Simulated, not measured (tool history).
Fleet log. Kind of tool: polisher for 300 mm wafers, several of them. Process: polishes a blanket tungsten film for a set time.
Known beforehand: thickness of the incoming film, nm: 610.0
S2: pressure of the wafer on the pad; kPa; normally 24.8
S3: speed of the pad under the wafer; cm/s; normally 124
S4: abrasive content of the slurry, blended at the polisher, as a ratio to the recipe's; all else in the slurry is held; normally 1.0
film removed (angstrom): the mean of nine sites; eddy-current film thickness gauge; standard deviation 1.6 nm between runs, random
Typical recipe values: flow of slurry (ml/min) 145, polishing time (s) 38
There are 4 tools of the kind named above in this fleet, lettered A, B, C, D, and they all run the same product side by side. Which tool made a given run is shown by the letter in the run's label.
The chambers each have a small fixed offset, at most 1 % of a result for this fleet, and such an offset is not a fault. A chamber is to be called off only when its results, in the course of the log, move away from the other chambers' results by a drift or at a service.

At hour 1.2: chamber B: worn pad replaced by a new one.
At hour 3.1: chamber C: slurry nozzle cleaned.
Run 1B, hour 10.4: usual settings. Result: film removed (angstrom) 1791.90.
Run 2C, hour 18.9: usual settings. Result: film removed (angstrom) 1820.70.
At hour 19.3: chamber D: slurry tank refilled with fresh slurry and peroxide.
Run 3D, hour 31.4: usual settings. Result: film removed (angstrom) 1813.30.
At hour 37.1: chamber B: slurry nozzle cleaned.
Run 4A, hour 39.1: usual settings. Result: film removed (angstrom) 1833.10.
At hour 40.4: chamber B: slurry tank refilled with fresh slurry and peroxide.
At hour 46.1: chamber D: worn pad replaced by a new one.
At hour 46.9: chamber C: slurry tank refilled with fresh slurry and peroxide.
At hour 47.4: chamber C: worn pad replaced by a new one.
Run 5A, hour 50.3: usual settings but flow of slurry (ml/min) 170, S3 90 cm/s. Result: film removed (angstrom) 1358.80.
At hour 50.7: chamber B: worn pad replaced by a new one.
Run 6D, hour 59.1: usual settings but flow of slurry (ml/min) 170, S3 90 cm/s. Result: film removed (angstrom) 1356.10.
At hour 59.4: chamber D: slurry blender recalibrated.
Run 7C, hour 70.2: usual settings but flow of slurry (ml/min) 170, S3 90 cm/s. Result: film removed (angstrom) 1358.60.
At hour 77.1: chamber A: worn pad replaced by a new one.
At hour 79.0: chamber C: head pressure recalibrated.
Run 8B, hour 81.1: usual settings but flow of slurry (ml/min) 170, S3 90 cm/s. Result: film removed (angstrom) 1376.80.
At hour 85.4: chamber D: slurry tank refilled with fresh slurry and peroxide.
At hour 91.8: chamber B: slurry blender recalibrated.
Run 9D, hour 92.8: usual settings. Result: film removed (angstrom) 1819.30.
At hour 99.9: chamber C: worn pad replaced by a new one.
Run 10A, hour 100.2: usual settings. Result: film removed (angstrom) 1825.20.
At hour 102.7: chamber B: worn pad replaced by a new one.
At hour 104.1: chamber D: worn pad replaced by a new one.
At hour 105.9: chamber A: slurry blender recalibrated.
At hour 107.6: chamber B: slurry tank refilled with fresh slurry and peroxide.
Run 11C, hour 109.2: usual settings. Result: film removed (angstrom) 1819.10.
Run 12B, hour 121.9: usual settings. Result: film removed (angstrom) 1843.40.
At hour 127.9: chamber B: head pressure recalibrated.
Run 13D, hour 133.0: usual settings. Result: film removed (angstrom) 1835.80.
Run 14B, hour 141.0: usual settings. Result: film removed (angstrom) 1832.80.
Run 15A, hour 150.0: usual settings but S2 31.7 kPa, S3 104 cm/s. Result: film removed (angstrom) 1873.20.
At hour 150.8: chamber C: worn pad replaced by a new one.
At hour 152.3: chamber B: worn pad replaced by a new one.
Run 16C, hour 156.4: usual settings but S2 31.7 kPa, S3 104 cm/s. Result: film removed (angstrom) 1960.90.
At hour 158.6: chamber D: slurry tank refilled with fresh slurry and peroxide.
At hour 165.0: chamber A: worn pad replaced by a new one.
Run 17A, hour 168.0: usual settings but S2 31.7 kPa, S3 104 cm/s. Result: film removed (angstrom) 1868.80.
At hour 170.8: chamber B: slurry tank refilled with fresh slurry and peroxide.
At hour 177.9: chamber D: worn pad replaced by a new one.
Run 18B, hour 180.5: usual settings but S2 31.7 kPa, S3 104 cm/s. Result: film removed (angstrom) 1941.40.
At hour 185.9: chamber D: slurry blender recalibrated.
Run 19C, hour 189.6: usual settings. Result: film removed (angstrom) 1791.10.
At hour 194.6: chamber C: slurry nozzle cleaned.
Run 20D, hour 199.7: usual settings. Result: film removed (angstrom) 1795.90.
At hour 202.4: chamber B: worn pad replaced by a new one.
Run 21D, hour 208.6: usual settings. Result: film removed (angstrom) 1813.00.
At hour 210.1: chamber C: worn pad replaced by a new one.
Run 22C, hour 221.4: usual settings. Result: film removed (angstrom) 1821.40.
Run 23A, hour 230.8: usual settings but S2 17.2 kPa, polishing time (s) 32. Result: film removed (angstrom) 998.83.
At hour 233.6: chamber B: slurry nozzle cleaned.
At hour 235.4: chamber B: slurry tank refilled with fresh slurry and peroxide.
Run 24B, hour 238.5: usual settings but S2 17.2 kPa, polishing time (s) 32. Result: film removed (angstrom) 1060.60.

All 4 chambers run these settings next. Forecast each chamber's results:
Run 25A, hour 247.9: usual settings but S4 0.8. Result: film removed (angstrom) ?.
Run 25B, hour 247.9: usual settings but S4 0.8. Result: film removed (angstrom) ?.
Run 25C, hour 247.9: usual settings but S4 0.8. Result: film removed (angstrom) ?.
Run 25D, hour 247.9: usual settings but S4 0.8. Result: film removed (angstrom) ?.

run  film removed (angstrom)
25A                  1592.70
25B                  1744.00
25C                  1727.10
25D                  1694.30
